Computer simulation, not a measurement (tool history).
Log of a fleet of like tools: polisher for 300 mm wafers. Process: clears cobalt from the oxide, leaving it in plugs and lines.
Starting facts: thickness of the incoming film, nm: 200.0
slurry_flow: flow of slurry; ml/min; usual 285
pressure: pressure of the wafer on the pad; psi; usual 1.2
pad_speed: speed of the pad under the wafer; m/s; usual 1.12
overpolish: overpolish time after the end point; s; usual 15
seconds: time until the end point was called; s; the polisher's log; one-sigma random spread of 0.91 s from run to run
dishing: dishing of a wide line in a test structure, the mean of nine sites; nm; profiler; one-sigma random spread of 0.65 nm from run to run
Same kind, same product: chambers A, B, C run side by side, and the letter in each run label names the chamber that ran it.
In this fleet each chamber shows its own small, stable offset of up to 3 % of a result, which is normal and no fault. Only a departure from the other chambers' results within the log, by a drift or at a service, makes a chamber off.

run   hour  slurry_flow  pressure  pad_speed  overpolish  wafers polished on this pad  hours since the slurry nozzle was cleaned  hours since the head pressure was calibrated  seconds  dishing
       1.1  -- chamber C: worn pad replaced by a new one
 1B      3          285       1.2       1.12          15                          439                                       75.4                                         231.2   54.188   38.171
 2A    5.8          285       1.2       1.12          15                          300                                        521                                         553.7   54.859   37.754
 3C    9.8          285       1.2       1.12          15                          100                                       57.3                                         955.6   53.258   39.073
 4B   14.7          285       1.2       1.12          15                          573                                       87.1                                         242.9   53.808   37.758
 5C   17.1          285       1.2       1.44          15                          183                                       64.6                                         962.9   42.214   42.518
 6A   22.1          285       1.2       1.44          15                          488                                      537.3                                           570   43.314   43.424
 7B     25          285       1.2       1.44          15                          691                                       97.4                                         253.2   43.211    44.18
 8C   29.8          285       1.2       1.12          11                          329                                       77.3                                         975.6   53.277   30.742
      30.4  -- chamber A: slurry nozzle cleaned
 9A   33.8          285       1.2       1.12          11                          622                                        3.4                                         581.7   52.479   30.328
10B     36          285       1.2       1.12          11                          818                                      108.4                                         264.2   53.812    31.41
11A   38.9          285       1.2       1.12          15                          680                                        8.5                                         586.8   54.443   39.014
      41.4  -- chamber B: worn pad replaced by a new one
12C     43          285       1.2       1.46          10                          481                                       90.5                                         988.8   41.331   34.802
13B   47.1          285       1.2       1.46          10                           66                                      119.5                                         275.3   40.439   34.125
14C   50.8          285       1.2       1.46          10                          570                                       98.3                                         996.6   40.116   34.561
15A   53.7          285       1.2       1.12          15                          850                                       23.3                                         601.6   53.976   38.946
16A     56          285       1.2       1.12          15                          877                                       25.6                                         603.9   53.811    38.51
17C   58.9          285       1.2       1.12          15                          663                                      106.4                                        1004.7   53.323   38.386
18B   63.3          285       1.2       1.12          15                          252                                      135.7                                         291.5    53.21   37.979
19B   66.7          285       1.2       1.12          15                          291                                      139.1                                         294.9   55.083   38.077
      68.7  -- chamber A: worn pad replaced by a new one
20C   69.5          285       1.2       1.12          15                          785                                        117                                        1015.3   54.771   37.555
      72.2  -- chamber C: worn pad replaced by a new one
21A   73.9          285       1.2       1.12          15                           60                                       43.5                                         621.8   53.239   38.193
22C   77.3          285       1.2       1.12          15                           59                                      124.8                                        1023.1   53.675   36.758
23A   79.6          285       1.2       1.12          15                          125                                       49.2                                         627.5   53.829    37.88
24B   83.1          285       1.2       1.12          15                          479                                      155.5                                         311.3   54.208   39.352
25C     88          285       1.2       1.12          15                          182                                      135.5                                        1033.8   54.382   37.935
26A   90.8          285       1.2       1.12          15                          254                                       60.4                                         638.7    53.47   37.012
27B   94.4          285       1.2       1.12          15                          609                                      166.8                                         322.6   53.537   38.579
28B   97.1          285       1.2       1.12          15                          640                                      169.5                                         325.3   53.207   38.412
29C   99.9          285       1.2       1.12          15                          319                                      147.4                                        1045.7   54.026   37.804
30A  103.4          285       1.2       1.12          15                          399                                         73                                         651.3   54.638   38.193
31B  107.4          285       1.2       1.12          15                          758                                      179.8                                         335.6   53.824   38.449
32A  110.5          285       1.2       1.12          15                          480                                       80.1                                         658.4   55.114   37.717
33C  115.5          350       1.2       1.12          15                          498                                        163                                        1061.3   52.371   38.662

Each of the 3 chambers runs these same settings next. Fill in every chamber's results:
34A  119.1          285       1.2       0.76          15                                                                                                                              ?        ?
34B  119.1          285       1.2       0.76          15                                                                                                                              ?        ?
34C  119.1          285       1.2       0.76          15                                                                                                                              ?        ?

run  seconds  dishing
34A   77.514   29.395
34B   79.626   30.025
34C   77.702   28.193

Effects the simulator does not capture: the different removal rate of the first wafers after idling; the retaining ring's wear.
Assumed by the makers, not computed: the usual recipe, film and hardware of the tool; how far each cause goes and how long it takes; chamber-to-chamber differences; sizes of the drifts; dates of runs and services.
